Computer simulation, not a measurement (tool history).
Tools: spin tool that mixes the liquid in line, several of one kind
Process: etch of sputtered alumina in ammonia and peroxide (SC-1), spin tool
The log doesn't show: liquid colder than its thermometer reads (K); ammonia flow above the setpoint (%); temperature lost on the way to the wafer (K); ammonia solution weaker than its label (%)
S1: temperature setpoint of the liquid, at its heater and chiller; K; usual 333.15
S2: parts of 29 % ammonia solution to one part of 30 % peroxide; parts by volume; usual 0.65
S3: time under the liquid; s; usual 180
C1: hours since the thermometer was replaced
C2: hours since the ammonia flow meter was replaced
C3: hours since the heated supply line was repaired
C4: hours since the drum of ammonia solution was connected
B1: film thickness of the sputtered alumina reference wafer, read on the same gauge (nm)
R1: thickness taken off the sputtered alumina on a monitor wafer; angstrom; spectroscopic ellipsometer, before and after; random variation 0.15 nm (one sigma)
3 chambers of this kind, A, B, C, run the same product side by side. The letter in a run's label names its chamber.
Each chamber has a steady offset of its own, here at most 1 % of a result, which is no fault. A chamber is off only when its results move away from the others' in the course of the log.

run,hour,S1,S2,S3,C1,C2,C3,C4,B1,R1
1C,9.8,333.15,0.65,180,773.6,321.7,63.6,596.5,100.030,236.42
2B,21.8,333.15,0.65,180,433.3,936.4,1802.8,511.1,100.040,233.35
# hour 32.6: chamber B: new drum of ammonia solution connected
3A,33.7,333.15,0.65,180,491.3,62.0,2108.8,352.4,99.979,233.70
4A,44.8,333.15,0.65,180,502.4,73.1,2119.9,363.5,99.995,237.31
5C,54.7,333.15,0.40,180,818.5,366.6,108.5,641.4,100.050,225.46
6B,68.1,333.15,0.40,180,479.6,982.7,1849.1,35.6,100.010,222.99
7B,77.9,333.15,0.40,180,489.4,992.5,1858.9,45.4,99.977,221.03
8A,87.7,333.15,0.65,180,545.3,116.0,2162.8,406.4,99.970,230.86
9C,94.9,333.15,0.65,180,858.7,406.8,148.7,681.6,99.997,233.86
10B,103.1,333.15,0.65,180,514.6,1017.7,1884.1,70.6,100.040,235.01
11A,110.9,333.15,0.65,180,568.5,139.2,2186.0,429.6,99.978,230.30
12C,124.1,333.15,0.65,180,887.9,436.0,177.9,710.8,99.970,232.70
13C,134.7,333.15,0.65,180,898.5,446.6,188.5,721.4,99.991,234.30
14B,144.3,333.15,0.65,180,555.8,1058.9,1925.3,111.8,99.972,233.55
15A,156.4,333.15,0.65,180,614.0,184.7,2231.5,475.1,100.040,227.04
16A,166.6,333.15,0.65,180,624.2,194.9,2241.7,485.3,100.040,229.87
# hour 168.8: chamber C: new drum of ammonia solution connected
17C,177.3,333.15,0.65,180,941.1,489.2,231.1,8.5,99.986,234.42
18B,190.5,333.15,0.65,180,602.0,1105.1,1971.5,158.0,100.040,231.08
19A,200.3,333.15,0.65,180,657.9,228.6,2275.4,519.0,99.977,225.45
20C,211.1,333.15,0.65,180,974.9,523.0,264.9,42.3,99.987,232.23
21B,219.6,333.15,0.65,180,631.1,1134.2,2000.6,187.1,100.010,232.79
22B,231.0,333.15,0.65,180,642.5,1145.6,2012.0,198.5,100.010,233.45
23A,238.2,333.15,0.65,180,695.8,266.5,2313.3,556.9,100.000,220.94
24C,247.1,333.15,0.65,245,1010.9,559.0,300.9,78.3,99.982,319.50
25B,256.3,333.15,0.65,245,667.8,1170.9,2037.3,223.8,100.040,317.43
26A,264.9,333.15,0.65,245,722.5,293.2,2340.0,583.6,99.984,299.66
27C,277.4,333.15,0.65,180,1041.2,589.3,331.2,108.6,99.970,235.13
28C,286.7,333.15,0.40,145,1050.5,598.6,340.5,117.9,100.020,180.41
29B,292.9,333.15,0.40,145,704.4,1207.5,2073.9,260.4,100.010,178.61
30A,303.5,333.15,0.40,145,761.1,331.8,2378.6,622.2,99.985,167.20

All 3 chambers run these settings next. Forecast each chamber's results:
31A,313.3,337.65,0.65,180,,,,,,?
31B,313.3,337.65,0.65,180,,,,,,?
31C,313.3,337.65,0.65,180,,,,,,?

run,R1
31A,271.59
31B,290.78
31C,291.52

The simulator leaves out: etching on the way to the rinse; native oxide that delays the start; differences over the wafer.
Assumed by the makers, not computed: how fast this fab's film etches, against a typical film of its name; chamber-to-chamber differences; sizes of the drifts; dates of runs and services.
